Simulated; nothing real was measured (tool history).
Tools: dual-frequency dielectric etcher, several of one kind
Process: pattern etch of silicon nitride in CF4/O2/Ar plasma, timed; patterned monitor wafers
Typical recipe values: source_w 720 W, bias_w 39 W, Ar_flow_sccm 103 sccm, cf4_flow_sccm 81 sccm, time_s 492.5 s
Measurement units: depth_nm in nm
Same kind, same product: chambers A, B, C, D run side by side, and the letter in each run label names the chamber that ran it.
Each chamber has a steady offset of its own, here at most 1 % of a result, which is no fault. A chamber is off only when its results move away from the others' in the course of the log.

| run | hour | source_w | bias_w | Ar_flow_sccm | cf4_flow_sccm | time_s | hours since the last wet clean | hours since the last source power generator calibration | hours since the last bias power generator calibration | hours since the last Ar flow controller change | hours since the last CF4 flow controller change | read-back reference wafer on the same gauge, depth_nm | depth_nm |
|---|---|---|---|---|---|---|---|---|---|---|---|---|---|
| 1C | 3.6 | 720 | 39 | 103 | 81 | 492.5 | 241.9 | 1068.2 | 4350.7 | 2779.8 | 4534.4 | 1159.3 | 1136.8 |
| 2D | 10.3 | 720 | 39 | 103 | 81 | 492.5 | 45.5 | 3603.1 | 977.2 | 2271.4 | 1534.2 | 1159.6 | 1142.2 |
| 3B | 14.7 | 720 | 39 | 103 | 81 | 492.5 | 186.7 | 666.4 | 581.6 | 3792.9 | 2685.5 | 1159.8 | 1132.7 |
| 4A | 19.1 | 720 | 39 | 103 | 81 | 492.5 | 280.1 | 440.8 | 1686 | 2707.5 | 1128.6 | 1160 | 1130.8 |
| 5D | 24.1 | 720 | 39 | 103 | 81 | 492.5 | 59.3 | 3616.9 | 991 | 2285.2 | 1548 | 1160.5 | 1138.3 |
|  | 30.2 | chamber C: Ar flow controller replaced |
| 6C | 31.8 | 720 | 39 | 103 | 81 | 492.5 | 270.1 | 1096.4 | 4378.9 | 1.7 | 4562.6 | 1160.4 | 1146.1 |
| 7A | 35.3 | 720 | 39 | 103 | 81 | 492.5 | 296.3 | 457 | 1702.2 | 2723.7 | 1144.8 | 1160.2 | 1134.6 |
| 8B | 41.9 | 720 | 39 | 103 | 81 | 492.5 | 213.9 | 693.6 | 608.8 | 3820.1 | 2712.7 | 1160.5 | 1129.4 |
| 9D | 47 | 720 | 39 | 103 | 81 | 492.5 | 82.2 | 3639.8 | 1013.9 | 2308.1 | 1570.9 | 1160.3 | 1139.2 |
| 10C | 54.5 | 720 | 39 | 103 | 81 | 492.5 | 292.8 | 1119.1 | 4401.6 | 24.4 | 4585.3 | 1160 | 1140.7 |
| 11B | 60.9 | 720 | 39 | 103 | 81 | 492.5 | 232.9 | 712.6 | 627.8 | 3839.1 | 2731.7 | 1160.9 | 1131.8 |
| 12A | 66.7 | 720 | 39 | 103 | 81 | 492.5 | 327.7 | 488.4 | 1733.6 | 2755.1 | 1176.2 | 1160.3 | 1126.3 |
| 13C | 73.3 | 720 | 39 | 103 | 81 | 492.5 | 311.6 | 1137.9 | 4420.4 | 43.2 | 4604.1 | 1160.2 | 1141.6 |
| 14B | 79.1 | 720 | 39 | 103 | 81 | 492.5 | 251.1 | 730.8 | 646 | 3857.3 | 2749.9 | 1160.4 | 1129.5 |
| 15A | 86.2 | 870 | 39 | 115 | 81 | 492.5 | 347.2 | 507.9 | 1753.1 | 2774.6 | 1195.7 | 1160.1 | 1309 |
| 16D | 93.2 | 870 | 39 | 115 | 81 | 492.5 | 128.4 | 3686 | 1060.1 | 2354.3 | 1617.1 | 1159.8 | 1320.2 |
| 17C | 99 | 870 | 39 | 115 | 81 | 492.5 | 337.3 | 1163.6 | 4446.1 | 68.9 | 4629.8 | 1159.8 | 1318.7 |
| 18A | 105.3 | 870 | 39 | 115 | 81 | 492.5 | 366.3 | 527 | 1772.2 | 2793.7 | 1214.8 | 1160.6 | 1305.8 |
| 19D | 110.5 | 720 | 39 | 103 | 81 | 492.5 | 145.7 | 3703.3 | 1077.4 | 2371.6 | 1634.4 | 1159.9 | 1138.1 |
| 20B | 115 | 720 | 39 | 103 | 81 | 492.5 | 287 | 766.7 | 681.9 | 3893.2 | 2785.8 | 1159.5 | 1129.5 |
| 21C | 118.5 | 720 | 39 | 103 | 81 | 492.5 | 356.8 | 1183.1 | 4465.6 | 88.4 | 4649.3 | 1160.1 | 1141.5 |
| 22D | 126.2 | 720 | 39 | 103 | 81 | 492.5 | 161.4 | 3719 | 1093.1 | 2387.3 | 1650.1 | 1159.6 | 1138.1 |
| 23A | 132 | 720 | 39 | 103 | 81 | 492.5 | 393 | 553.7 | 1798.9 | 2820.4 | 1241.5 | 1160.3 | 1121.9 |
| 24B | 139.6 | 720 | 39 | 103 | 81 | 492.5 | 311.6 | 791.3 | 706.5 | 3917.8 | 2810.4 | 1160.9 | 1134.5 |
|  | 143.7 | chamber A: bias power generator calibrated |
| 25A | 146.3 | 720 | 39 | 103 | 81 | 492.5 | 407.3 | 568 | 2.7 | 2834.7 | 1255.8 | 1160.2 | 1115.9 |

All chambers now run identical settings, listed one chamber a line with results as question marks. What results will each chamber show?
| 26A | 152.1 | 720 | 39 | 103 | 81 | 492.5 |  |  |  |  |  |  | ? |
| 26B | 152.1 | 720 | 39 | 103 | 81 | 492.5 |  |  |  |  |  |  | ? |
| 26C | 152.1 | 720 | 39 | 103 | 81 | 492.5 |  |  |  |  |  |  | ? |
| 26D | 152.1 | 720 | 39 | 103 | 81 | 492.5 |  |  |  |  |  |  | ? |

| run | depth_nm |
|---|---|
| 26A | 1118.9 |
| 26B | 1132.4 |
| 26C | 1137.8 |
| 26D | 1140.6 |

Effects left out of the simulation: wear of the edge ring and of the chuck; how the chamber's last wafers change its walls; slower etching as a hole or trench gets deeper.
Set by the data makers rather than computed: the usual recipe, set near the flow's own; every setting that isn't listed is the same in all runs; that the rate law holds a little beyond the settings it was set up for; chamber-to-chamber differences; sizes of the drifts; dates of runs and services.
